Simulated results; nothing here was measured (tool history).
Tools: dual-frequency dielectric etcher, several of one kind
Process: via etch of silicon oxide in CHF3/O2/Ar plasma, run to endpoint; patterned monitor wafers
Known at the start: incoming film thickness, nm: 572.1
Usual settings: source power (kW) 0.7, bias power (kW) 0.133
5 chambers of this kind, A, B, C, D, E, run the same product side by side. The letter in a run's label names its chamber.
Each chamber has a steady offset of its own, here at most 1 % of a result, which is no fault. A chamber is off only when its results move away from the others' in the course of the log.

run,hour,source power (kW),bias power (kW),hours since the last wet clean,hours since the last source power generator calibration,hours since the last bias power generator calibration,endpoint time (s)
1B,6.1,0.7,0.133,463.2,2403.2,742.7,298.54
# hour 9.4: chamber C: wet clean of the chamber
2D,12.1,0.7,0.133,240.5,557.3,1197.4,303.31
# hour 22.7: chamber A: source power generator calibrated
3A,23.2,0.7,0.133,223.9,0.5,3382.6,301.92
4C,30.3,0.7,0.133,20.9,2771.8,4943.7,299.2
5E,36.1,0.7,0.133,54.7,101,623,298.17
6A,47.1,0.7,0.133,247.8,24.4,3406.5,304.44
7D,55.6,0.7,0.133,284,600.8,1240.9,302.74
8C,67.6,0.7,0.133,58.2,2809.1,4981,298.46
9B,77.9,0.7,0.133,535,2475,814.5,297.33
10E,90.2,0.7,0.133,108.8,155.1,677.1,299.68
11A,96.9,0.7,0.133,297.6,74.2,3456.3,300.05
12B,108.5,0.7,0.133,565.6,2505.6,845.1,302.2
13C,118.6,0.7,0.133,109.2,2860.1,5032,300.64
14E,130.6,0.7,0.133,149.2,195.5,717.5,298.65
15D,140.2,0.7,0.133,368.6,685.4,1325.5,303.49
16A,151.6,0.7,0.133,352.3,128.9,3511,304.44
# hour 152.9: chamber B: wet clean of the chamber
17B,158.8,0.7,0.133,5.9,2555.9,895.4,315.53
18C,169,0.7,0.133,159.6,2910.5,5082.4,299.17
19D,177,0.7,0.133,405.4,722.2,1362.3,304.95
20E,185.3,0.7,0.133,203.9,250.2,772.2,298.28
21D,193.8,0.7,0.133,422.2,739,1379.1,300.09
22A,207.2,0.7,0.133,407.9,184.5,3566.6,299.49
23B,218,0.7,0.133,65.1,2615.1,954.6,314.41
24C,230.9,0.82,0.133,221.5,2972.4,5144.3,277.81
25E,237.2,0.82,0.133,255.8,302.1,824.1,279.93
26C,246.8,0.82,0.133,237.4,2988.3,5160.2,282.19
# hour 246.9: chamber A: wet clean of the chamber
27E,257.7,0.82,0.133,276.3,322.6,844.6,279.84
28D,269.5,0.82,0.133,497.9,814.7,1454.8,287.64
29A,275.5,0.7,0.133,28.7,252.8,3634.9,301.91
30B,288.4,0.7,0.133,135.5,2685.5,1025,311.05
31A,296.2,0.7,0.133,49.4,273.5,3655.6,302.2
32B,303.7,0.7,0.133,150.8,2700.8,1040.3,315.34
# hour 313.8: chamber C: bias power generator calibrated
33D,314.7,0.7,0.133,543.1,859.9,1500,297.88
34C,321.8,0.7,0.133,312.4,3063.3,8,299.68
35E,331.9,0.7,0.133,350.5,396.8,918.8,298.22

Next, every chamber runs the same settings. What will each give?
36A,341.5,0.7,0.133,,,,?
36B,341.5,0.7,0.133,,,,?
36C,341.5,0.7,0.133,,,,?
36D,341.5,0.7,0.133,,,,?
36E,341.5,0.7,0.133,,,,?

run,endpoint time (s)
36A,301.12
36B,310.48
36C,297.42
36D,303.34
36E,297.44
